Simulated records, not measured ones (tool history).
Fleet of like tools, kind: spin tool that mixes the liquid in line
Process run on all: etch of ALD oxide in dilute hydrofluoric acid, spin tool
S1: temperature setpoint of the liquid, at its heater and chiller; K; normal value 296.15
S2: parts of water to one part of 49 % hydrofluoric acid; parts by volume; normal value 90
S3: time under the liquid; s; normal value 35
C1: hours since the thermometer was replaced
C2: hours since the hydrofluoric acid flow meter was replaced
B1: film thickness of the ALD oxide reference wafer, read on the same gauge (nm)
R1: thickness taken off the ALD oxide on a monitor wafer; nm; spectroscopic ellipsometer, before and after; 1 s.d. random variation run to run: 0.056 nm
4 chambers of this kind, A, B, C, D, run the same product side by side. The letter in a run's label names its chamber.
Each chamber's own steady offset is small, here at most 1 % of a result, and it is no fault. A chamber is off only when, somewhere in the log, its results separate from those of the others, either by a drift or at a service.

{"run": "1C", "hour": 7.5, "S1": 296.15, "S2": 90, "S3": 35, "C1": 927.0, "C2": 859.4, "B1": 90.017, "R1": 7.8958}
{"run": "2A", "hour": 12.4, "S1": 296.15, "S2": 90, "S3": 35, "C1": 177.3, "C2": 640.3, "B1": 89.991, "R1": 7.8817}
{"run": "3D", "hour": 20.5, "S1": 296.15, "S2": 90, "S3": 35, "C1": 1030.2, "C2": 696.3, "B1": 89.989, "R1": 8.0101}
{"run": "4B", "hour": 27.1, "S1": 296.15, "S2": 90, "S3": 35, "C1": 1711.3, "C2": 345.0, "B1": 89.983, "R1": 7.9684}
{"run": "5D", "hour": 34.4, "S1": 296.15, "S2": 90, "S3": 35, "C1": 1044.1, "C2": 710.2, "B1": 89.981, "R1": 7.9925}
{"run": "6A", "hour": 38.9, "S1": 296.15, "S2": 90, "S3": 35, "C1": 203.8, "C2": 666.8, "B1": 90.044, "R1": 7.9323}
{"run": "7B", "hour": 44.0, "S1": 296.15, "S2": 50, "S3": 35, "C1": 1728.2, "C2": 361.9, "B1": 90.008, "R1": 15.087}
{"run": "8C", "hour": 50.8, "S1": 296.15, "S2": 50, "S3": 35, "C1": 970.3, "C2": 902.7, "B1": 90.001, "R1": 14.908}
{"run": "9A", "hour": 56.1, "S1": 296.15, "S2": 50, "S3": 35, "C1": 221.0, "C2": 684.0, "B1": 89.993, "R1": 15.017}
{"run": "10C", "hour": 62.2, "S1": 296.15, "S2": 50, "S3": 35, "C1": 981.7, "C2": 914.1, "B1": 90.02, "R1": 15.1}
{"run": "11B", "hour": 69.3, "S1": 296.15, "S2": 90, "S3": 35, "C1": 1753.5, "C2": 387.2, "B1": 89.968, "R1": 7.9445}
{"run": "12D", "hour": 75.1, "S1": 296.15, "S2": 90, "S3": 35, "C1": 1084.8, "C2": 750.9, "B1": 90.022, "R1": 7.9133}
{"run": "13A", "hour": 82.1, "S1": 292.15, "S2": 90, "S3": 40, "C1": 247.0, "C2": 710.0, "B1": 90.021, "R1": 7.7394}
{"run": "14B", "hour": 90.2, "S1": 292.15, "S2": 90, "S3": 40, "C1": 1774.4, "C2": 408.1, "B1": 90.055, "R1": 7.7217}
{"run": "15C", "hour": 96.1, "S1": 292.15, "S2": 90, "S3": 40, "C1": 1015.6, "C2": 948.0, "B1": 89.953, "R1": 7.9303}
{"run": "16D", "hour": 100.7, "S1": 292.15, "S2": 90, "S3": 40, "C1": 1110.4, "C2": 776.5, "B1": 90.021, "R1": 7.6604}
{"hour": 107.3, "done": "chamber A: hydrofluoric acid flow meter replaced"}
{"run": "17B", "hour": 109.5, "S1": 296.15, "S2": 90, "S3": 35, "C1": 1793.7, "C2": 427.4, "B1": 90.005, "R1": 7.9934}
{"run": "18D", "hour": 117.7, "S1": 296.15, "S2": 90, "S3": 35, "C1": 1127.4, "C2": 793.5, "B1": 90.022, "R1": 7.9332}
{"run": "19C", "hour": 126.7, "S1": 299.65, "S2": 90, "S3": 35, "C1": 1046.2, "C2": 978.6, "B1": 90.009, "R1": 9.4958}
{"hour": 133.4, "done": "chamber D: thermometer replaced"}
{"run": "20A", "hour": 134.1, "S1": 299.65, "S2": 90, "S3": 35, "C1": 299.0, "C2": 26.9, "B1": 90.022, "R1": 9.0446}
{"run": "21B", "hour": 142.8, "S1": 299.65, "S2": 90, "S3": 35, "C1": 1827.0, "C2": 460.7, "B1": 89.984, "R1": 9.0024}
{"run": "22A", "hour": 151.4, "S1": 299.65, "S2": 90, "S3": 35, "C1": 316.3, "C2": 44.2, "B1": 89.994, "R1": 9.0777}
{"run": "23D", "hour": 156.5, "S1": 296.15, "S2": 90, "S3": 35, "C1": 23.2, "C2": 832.3, "B1": 90.023, "R1": 8.0041}
{"run": "24C", "hour": 164.4, "S1": 296.15, "S2": 90, "S3": 35, "C1": 1083.9, "C2": 1016.3, "B1": 89.977, "R1": 8.4017}
{"run": "25A", "hour": 169.0, "S1": 292.65, "S2": 90, "S3": 25, "C1": 333.9, "C2": 61.8, "B1": 89.985, "R1": 4.9007}
{"run": "26B", "hour": 176.3, "S1": 292.65, "S2": 90, "S3": 25, "C1": 1860.5, "C2": 494.2, "B1": 90.006, "R1": 4.896}
{"run": "27D", "hour": 181.6, "S1": 292.65, "S2": 90, "S3": 25, "C1": 48.3, "C2": 857.4, "B1": 89.955, "R1": 4.9445}
{"run": "28C", "hour": 186.0, "S1": 292.65, "S2": 90, "S3": 25, "C1": 1105.5, "C2": 1037.9, "B1": 90.043, "R1": 5.2702}
{"run": "29A", "hour": 194.9, "S1": 296.15, "S2": 90, "S3": 35, "C1": 359.8, "C2": 87.7, "B1": 89.993, "R1": 7.8743}
{"run": "30B", "hour": 201.1, "S1": 296.15, "S2": 90, "S3": 35, "C1": 1885.3, "C2": 519.0, "B1": 89.962, "R1": 8.0031}
{"run": "31D", "hour": 209.6, "S1": 297.65, "S2": 90, "S3": 35, "C1": 76.3, "C2": 885.4, "B1": 90.012, "R1": 8.4602}
{"run": "32C", "hour": 214.9, "S1": 297.65, "S2": 90, "S3": 35, "C1": 1134.4, "C2": 1066.8, "B1": 90.001, "R1": 9.0856}
{"run": "33A", "hour": 223.4, "S1": 297.65, "S2": 90, "S3": 35, "C1": 388.3, "C2": 116.2, "B1": 89.96, "R1": 8.4275}

Has any chamber moved away from the others, gradually or after a service, or does the common gauge drift, or do the chambers differ only by their own small steady offsets? State the chamber and the most likely cause if one applies.

Little by little, chamber C moves away from the other chambers.
What lies behind it: liquid hotter than its thermometer reads (K) = 2.14.
Not necessarily distinguishable in this log from: hydrofluoric acid flow above the setpoint (%).

Chamber C could run next with any of the 4 candidate recipes listed below; each alters the usual settings, and their results appear as question marks. Which one brings its results back in line with what the other chambers deliver on the usual settings?
In line means no further than this from the other chambers' mean on the usual settings: R1 0.2000 nm
{"run": "34C-1", "hour": 230.4, "S1": 296.65, "S2": 85, "S3": 35, "R1": "?"}
{"run": "34C-2", "hour": 230.4, "S1": 295.15, "S2": 90, "S3": 35, "R1": "?"}
{"run": "34C-3", "hour": 230.4, "S1": 297.15, "S2": 90, "S3": 35, "R1": "?"}
{"run": "34C-4", "hour": 230.4, "S1": 295.65, "S2": 95, "S3": 35, "R1": "?"}

The other chambers' mean on the usual settings: R1 7.9462 nm
run=34C-1 R1=9.4133
run=34C-2 R1=8.3288
run=34C-3 R1=9.0135
run=34C-4 R1=8.0040
The right change is 34C-4: it brings the chamber back within the allowed miss of the others.
